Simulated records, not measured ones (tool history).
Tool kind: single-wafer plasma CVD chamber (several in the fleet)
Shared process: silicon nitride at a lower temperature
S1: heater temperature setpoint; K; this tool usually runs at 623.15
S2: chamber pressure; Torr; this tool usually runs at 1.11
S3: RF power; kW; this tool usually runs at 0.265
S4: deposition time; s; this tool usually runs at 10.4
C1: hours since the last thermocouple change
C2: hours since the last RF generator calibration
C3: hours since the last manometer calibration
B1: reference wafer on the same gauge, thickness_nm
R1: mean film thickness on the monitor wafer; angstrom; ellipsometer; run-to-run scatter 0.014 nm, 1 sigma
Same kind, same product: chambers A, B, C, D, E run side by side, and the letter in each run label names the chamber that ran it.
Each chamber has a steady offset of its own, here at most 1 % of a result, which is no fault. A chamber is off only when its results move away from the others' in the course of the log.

run 1D hour=12.2 | S1=623.15 S2=1.11 S3=0.265 S4=10.4 | C1=782.5 C2=2286.4 C3=245.2 | B1=9.2972 | R1=100.64
run 2B hour=24.8 | S1=623.15 S2=1.11 S3=0.265 S4=10.4 | C1=984.1 C2=550.1 C3=36.3 | B1=9.2954 | R1=100.64
run 3E hour=37.5 | S1=623.15 S2=1.11 S3=0.265 S4=10.4 | C1=189.2 C2=1626.4 C3=111.3 | B1=9.2919 | R1=101.08
run 4A hour=47.5 | S1=623.15 S2=1.11 S3=0.265 S4=10.4 | C1=95.7 C2=1167.9 C3=345.3 | B1=9.2944 | R1=100.62
run 5C hour=54.4 | S1=623.15 S2=1.11 S3=0.265 S4=10.4 | C1=239 C2=1132.3 C3=856.9 | B1=9.2968 | R1=101.28
run 6C hour=63.9 | S1=623.15 S2=1.11 S3=0.265 S4=12.3 | C1=248.5 C2=1141.8 C3=866.4 | B1=9.29 | R1=119.6
run 7E hour=72.9 | S1=623.15 S2=1.11 S3=0.265 S4=12.3 | C1=224.6 C2=1661.8 C3=146.7 | B1=9.2905 | R1=119.44
run 8D hour=79.5 | S1=623.15 S2=1.11 S3=0.265 S4=12.3 | C1=849.8 C2=2353.7 C3=312.5 | B1=9.2905 | R1=119.08
run 9A hour=89.2 | S1=623.15 S2=1.11 S3=0.265 S4=12.3 | C1=137.4 C2=1209.6 C3=387 | B1=9.2908 | R1=118.83
run 10B hour=98.5 | S1=623.15 S2=1.11 S3=0.265 S4=12.3 | C1=1057.8 C2=623.8 C3=110 | B1=9.2859 | R1=118.83
run 11C hour=107.7 | S1=623.15 S2=1.11 S3=0.265 S4=10.4 | C1=292.3 C2=1185.6 C3=910.2 | B1=9.2856 | R1=101.17
run 12D hour=118.1 | S1=623.15 S2=1.11 S3=0.265 S4=10.4 | C1=888.4 C2=2392.3 C3=351.1 | B1=9.2861 | R1=100.58
run 13A hour=129.9 | S1=623.15 S2=1.11 S3=0.265 S4=10.4 | C1=178.1 C2=1250.3 C3=427.7 | B1=9.2845 | R1=100.47
-- hour=130 chamber A: RF generator calibrated
run 14E hour=142.6 | S1=623.15 S2=1.11 S3=0.265 S4=10.4 | C1=294.3 C2=1731.5 C3=216.4 | B1=9.2847 | R1=100.91
run 15B hour=155 | S1=623.15 S2=1.37 S3=0.31 S4=10.4 | C1=1114.3 C2=680.3 C3=166.5 | B1=9.2789 | R1=119.17
run 16E hour=164.8 | S1=623.15 S2=1.37 S3=0.31 S4=10.4 | C1=316.5 C2=1753.7 C3=238.6 | B1=9.2787 | R1=119.21
run 17B hour=176.2 | S1=623.15 S2=1.37 S3=0.31 S4=10.4 | C1=1135.5 C2=701.5 C3=187.7 | B1=9.2771 | R1=119.04
run 18A hour=184.3 | S1=623.15 S2=1.37 S3=0.31 S4=10.4 | C1=232.5 C2=54.3 C3=482.1 | B1=9.2778 | R1=118.94
run 19D hour=196.7 | S1=623.15 S2=1.37 S3=0.31 S4=10.4 | C1=967 C2=2470.9 C3=429.7 | B1=9.2756 | R1=118.62
-- hour=201.4 chamber D: RF generator calibrated
run 20C hour=207.3 | S1=623.15 S2=1.11 S3=0.265 S4=10.4 | C1=391.9 C2=1285.2 C3=1009.8 | B1=9.2782 | R1=101.24
-- hour=212.4 chamber B: RF generator calibrated
run 21C hour=214.7 | S1=623.15 S2=1.11 S3=0.265 S4=10.4 | C1=399.3 C2=1292.6 C3=1017.2 | B1=9.2742 | R1=101.04
run 22A hour=225.3 | S1=623.15 S2=1.11 S3=0.265 S4=10.4 | C1=273.5 C2=95.3 C3=523.1 | B1=9.2705 | R1=100.21
run 23D hour=235.5 | S1=617.15 S2=1.32 S3=0.265 S4=10.4 | C1=1005.8 C2=34.1 C3=468.5 | B1=9.2676 | R1=105.91
run 24E hour=241.6 | S1=617.15 S2=1.32 S3=0.265 S4=10.4 | C1=393.3 C2=1830.5 C3=315.4 | B1=9.2678 | R1=105.94
run 25B hour=249.4 | S1=617.15 S2=1.32 S3=0.265 S4=10.4 | C1=1208.7 C2=37.1 C3=260.9 | B1=9.2664 | R1=105.85
run 26D hour=256.7 | S1=617.15 S2=1.32 S3=0.265 S4=10.4 | C1=1027 C2=55.3 C3=489.7 | B1=9.2677 | R1=106.25
run 27A hour=263.2 | S1=617.15 S2=1.32 S3=0.265 S4=10.4 | C1=311.4 C2=133.2 C3=561 | B1=9.2652 | R1=105.88
run 28B hour=273.8 | S1=623.15 S2=1.11 S3=0.265 S4=10.4 | C1=1233.1 C2=61.5 C3=285.3 | B1=9.2641 | R1=100.61
run 29E hour=282.9 | S1=623.15 S2=1.11 S3=0.265 S4=10.4 | C1=434.6 C2=1871.8 C3=356.7 | B1=9.2636 | R1=100.64
run 30C hour=293.7 | S1=623.15 S2=1.11 S3=0.265 S4=10.4 | C1=478.3 C2=1371.6 C3=1096.2 | B1=9.2636 | R1=100.74
run 31E hour=304.1 | S1=623.15 S2=1.11 S3=0.265 S4=10.4 | C1=455.8 C2=1893 C3=377.9 | B1=9.2586 | R1=100.46
run 32D hour=312.3 | S1=623.15 S2=1.11 S3=0.265 S4=10.4 | C1=1082.6 C2=110.9 C3=545.3 | B1=9.2594 | R1=100.42
run 33A hour=322.3 | S1=623.15 S2=1.11 S3=0.265 S4=10.4 | C1=370.5 C2=192.3 C3=620.1 | B1=9.2594 | R1=100.09
run 34C hour=333.2 | S1=623.15 S2=1.11 S3=0.265 S4=10.4 | C1=517.8 C2=1411.1 C3=1135.7 | B1=9.2569 | R1=100.74
run 35B hour=341.4 | S1=623.15 S2=1.11 S3=0.265 S4=10.4 | C1=1300.7 C2=129.1 C3=352.9 | B1=9.2566 | R1=100.49
run 36B hour=352.2 | S1=623.15 S2=1.11 S3=0.265 S4=10.4 | C1=1311.5 C2=139.9 C3=363.7 | B1=9.2591 | R1=100.37
run 37C hour=365.8 | S1=623.15 S2=1.11 S3=0.265 S4=10.4 | C1=550.4 C2=1443.7 C3=1168.3 | B1=9.2545 | R1=100.94
run 38E hour=376.5 | S1=623.15 S2=1.11 S3=0.265 S4=10.4 | C1=528.2 C2=1965.4 C3=450.3 | B1=9.2509 | R1=100.71
run 39D hour=387 | S1=623.15 S2=1.11 S3=0.265 S4=10.4 | C1=1157.3 C2=185.6 C3=620 | B1=9.2486 | R1=100.19
run 40A hour=399.2 | S1=623.15 S2=1.11 S3=0.265 S4=10.4 | C1=447.4 C2=269.2 C3=697 | B1=9.2487 | R1=99.98
run 41B hour=406.5 | S1=623.15 S2=1.11 S3=0.265 S4=10.4 | C1=1365.8 C2=194.2 C3=418 | B1=9.2454 | R1=100.2
run 42E hour=417.8 | S1=633.15 S2=1.11 S3=0.225 S4=10.4 | C1=569.5 C2=2006.7 C3=491.6 | B1=9.2467 | R1=88.955

For the next run the whole fleet of 5 chambers uses the same settings. Give each chamber's results:
run 43A hour=427.7 | S1=623.15 S2=1.11 S3=0.265 S4=10.4 | R1=?
run 43B hour=427.7 | S1=623.15 S2=1.11 S3=0.265 S4=10.4 | R1=?
run 43C hour=427.7 | S1=623.15 S2=1.11 S3=0.265 S4=10.4 | R1=?
run 43D hour=427.7 | S1=623.15 S2=1.11 S3=0.265 S4=10.4 | R1=?
run 43E hour=427.7 | S1=623.15 S2=1.11 S3=0.265 S4=10.4 | R1=?

run=43A R1=100.08
run=43B R1=100.33
run=43C R1=100.62
run=43D R1=100.28
run=43E R1=100.43
